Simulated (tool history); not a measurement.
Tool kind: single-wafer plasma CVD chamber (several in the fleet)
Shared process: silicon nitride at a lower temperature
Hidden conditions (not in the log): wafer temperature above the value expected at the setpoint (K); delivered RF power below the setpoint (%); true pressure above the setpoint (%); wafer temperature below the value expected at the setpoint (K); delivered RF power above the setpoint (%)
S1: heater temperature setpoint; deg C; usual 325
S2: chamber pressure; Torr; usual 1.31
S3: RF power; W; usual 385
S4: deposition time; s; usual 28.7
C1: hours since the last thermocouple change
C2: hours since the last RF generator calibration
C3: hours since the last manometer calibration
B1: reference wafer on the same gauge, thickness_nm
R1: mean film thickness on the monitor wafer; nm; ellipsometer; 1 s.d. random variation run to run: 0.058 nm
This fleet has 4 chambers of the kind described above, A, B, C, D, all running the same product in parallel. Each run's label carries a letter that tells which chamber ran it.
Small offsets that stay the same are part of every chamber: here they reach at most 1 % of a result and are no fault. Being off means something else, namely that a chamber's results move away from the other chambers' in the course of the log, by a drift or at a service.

| run | hour | S1 | S2 | S3 | S4 | C1 | C2 | C3 | B1 | R1 |
|---|---|---|---|---|---|---|---|---|---|---|
|  | 2.2 | chamber B: capacitance manometer re-zeroed and calibrated |
| 1A | 8.1 | 325 | 1.31 | 385 | 28.7 | 1148.2 | 762.7 | 222.5 | 38.099 | 37.962 |
| 2B | 16 | 325 | 1.31 | 385 | 28.7 | 1067 | 1488.2 | 13.8 | 38.099 | 37.949 |
| 3C | 26.3 | 325 | 1.31 | 385 | 28.7 | 301.1 | 1965.7 | 331.7 | 38.094 | 37.461 |
| 4D | 32 | 325 | 1.31 | 385 | 28.7 | 65.5 | 712.3 | 1650.2 | 38.091 | 37.734 |
| 5C | 39 | 325 | 1.31 | 385 | 28.7 | 313.8 | 1978.4 | 344.4 | 38.088 | 37.51 |
| 6A | 50.1 | 325 | 1.31 | 385 | 28.7 | 1190.2 | 804.7 | 264.5 | 38.071 | 37.862 |
| 7D | 58.4 | 325 | 1.31 | 385 | 28.7 | 91.9 | 738.7 | 1676.6 | 38.07 | 37.677 |
| 8B | 70.3 | 335 | 1.31 | 335 | 28.7 | 1121.3 | 1542.5 | 68.1 | 38.069 | 34.54 |
| 9B | 79.9 | 335 | 1.31 | 335 | 28.7 | 1130.9 | 1552.1 | 77.7 | 38.041 | 34.493 |
| 10C | 89.8 | 335 | 1.31 | 335 | 28.7 | 364.6 | 2029.2 | 395.2 | 38.042 | 34.213 |
| 11D | 96 | 335 | 1.31 | 335 | 28.7 | 129.5 | 776.3 | 1714.2 | 38.033 | 34.25 |
| 12A | 107.6 | 325 | 1.31 | 385 | 28.7 | 1247.7 | 862.2 | 322 | 38.025 | 37.867 |
| 13D | 119.2 | 325 | 1.31 | 385 | 28.7 | 152.7 | 799.5 | 1737.4 | 38.016 | 37.675 |
| 14B | 129.1 | 325 | 1.31 | 385 | 28.7 | 1180.1 | 1601.3 | 126.9 | 38.027 | 37.795 |
| 15C | 137.1 | 325 | 1.31 | 385 | 28.7 | 411.9 | 2076.5 | 442.5 | 38.025 | 37.401 |
| 16A | 142.4 | 325 | 1.31 | 385 | 28.7 | 1282.5 | 897 | 356.8 | 38.033 | 37.917 |
|  | 150.5 | chamber A: RF generator calibrated |
| 17D | 154.4 | 325 | 1.31 | 385 | 28.7 | 187.9 | 834.7 | 1772.6 | 38.012 | 37.68 |
| 18A | 163.4 | 325 | 1.16 | 385 | 28.7 | 1303.5 | 13 | 377.8 | 38.005 | 36.725 |
| 19B | 174.2 | 325 | 1.16 | 385 | 28.7 | 1225.2 | 1646.4 | 172 | 37.998 | 36.507 |
| 20C | 185.3 | 325 | 1.16 | 385 | 28.7 | 460.1 | 2124.7 | 490.7 | 38.002 | 36.082 |
| 21D | 195.4 | 325 | 1.16 | 385 | 28.7 | 228.9 | 875.7 | 1813.6 | 37.973 | 36.191 |
| 22B | 204.7 | 325 | 1.31 | 385 | 28.7 | 1255.7 | 1676.9 | 202.5 | 37.995 | 37.766 |
|  | 211.7 | chamber C: RF generator calibrated |
| 23A | 214.7 | 325 | 1.31 | 385 | 28.7 | 1354.8 | 64.3 | 429.1 | 37.978 | 37.816 |
| 24C | 226.6 | 325 | 1.31 | 385 | 28.7 | 501.4 | 14.9 | 532 | 37.975 | 37.459 |
|  | 231.7 | chamber B: RF generator calibrated |
| 25A | 237.7 | 325 | 1.31 | 385 | 28.7 | 1377.8 | 87.3 | 452.1 | 37.971 | 37.958 |
| 26B | 248.4 | 325 | 1.31 | 385 | 28.7 | 1299.4 | 16.7 | 246.2 | 37.946 | 37.715 |
| 27C | 260 | 325 | 1.31 | 385 | 28.7 | 534.8 | 48.3 | 565.4 | 37.951 | 37.445 |
| 28D | 268.3 | 325 | 1.31 | 385 | 28.7 | 301.8 | 948.6 | 1886.5 | 37.94 | 37.487 |
| 29D | 273.8 | 325 | 1.31 | 385 | 28.7 | 307.3 | 954.1 | 1892 | 37.935 | 37.53 |
| 30A | 280.5 | 325 | 1.31 | 385 | 28.7 | 1420.6 | 130.1 | 494.9 | 37.931 | 37.897 |
| 31C | 286.9 | 325 | 1.31 | 385 | 28.7 | 561.7 | 75.2 | 592.3 | 37.93 | 37.409 |
| 32B | 298.6 | 325 | 1.31 | 385 | 28.7 | 1349.6 | 66.9 | 296.4 | 37.929 | 37.83 |
| 33C | 307.1 | 325 | 1.31 | 385 | 28.7 | 581.9 | 95.4 | 612.5 | 37.923 | 37.372 |
| 34A | 312.7 | 325 | 1.31 | 385 | 28.7 | 1452.8 | 162.3 | 527.1 | 37.905 | 37.747 |
| 35B | 320.2 | 325 | 1.31 | 385 | 28.7 | 1371.2 | 88.5 | 318 | 37.899 | 37.741 |
| 36D | 327.5 | 325 | 1.31 | 385 | 28.7 | 361 | 1007.8 | 1945.7 | 37.902 | 37.465 |
| 37A | 338.8 | 325 | 1.31 | 385 | 28.7 | 1478.9 | 188.4 | 553.2 | 37.9 | 37.754 |
| 38B | 344.8 | 325 | 1.31 | 385 | 28.7 | 1395.8 | 113.1 | 342.6 | 37.901 | 37.682 |
| 39C | 354.2 | 325 | 1.31 | 385 | 28.7 | 629 | 142.5 | 659.6 | 37.888 | 37.402 |
| 40D | 361.3 | 325 | 1.31 | 385 | 28.7 | 394.8 | 1041.6 | 1979.5 | 37.875 | 37.506 |
| 41B | 372.3 | 320 | 1.31 | 385 | 28.7 | 1423.3 | 140.6 | 370.1 | 37.871 | 37.827 |
| 42A | 378.6 | 320 | 1.31 | 385 | 28.7 | 1518.7 | 228.2 | 593 | 37.88 | 37.804 |
| 43C | 388.1 | 320 | 1.31 | 385 | 28.7 | 662.9 | 176.4 | 693.5 | 37.869 | 37.48 |
| 44D | 394.1 | 320 | 1.31 | 385 | 28.7 | 427.6 | 1074.4 | 2012.3 | 37.876 | 37.481 |

Is one chamber out of step, is the gauge drifting, or do the chambers differ by no more than their own small offsets? For an off chamber, give its letter and the likeliest cause.

It is the gauge, not a chamber: its drift shows up in every chamber's results at once, and no chamber is off.
Cause: gauge reads low (%) = 0.623.
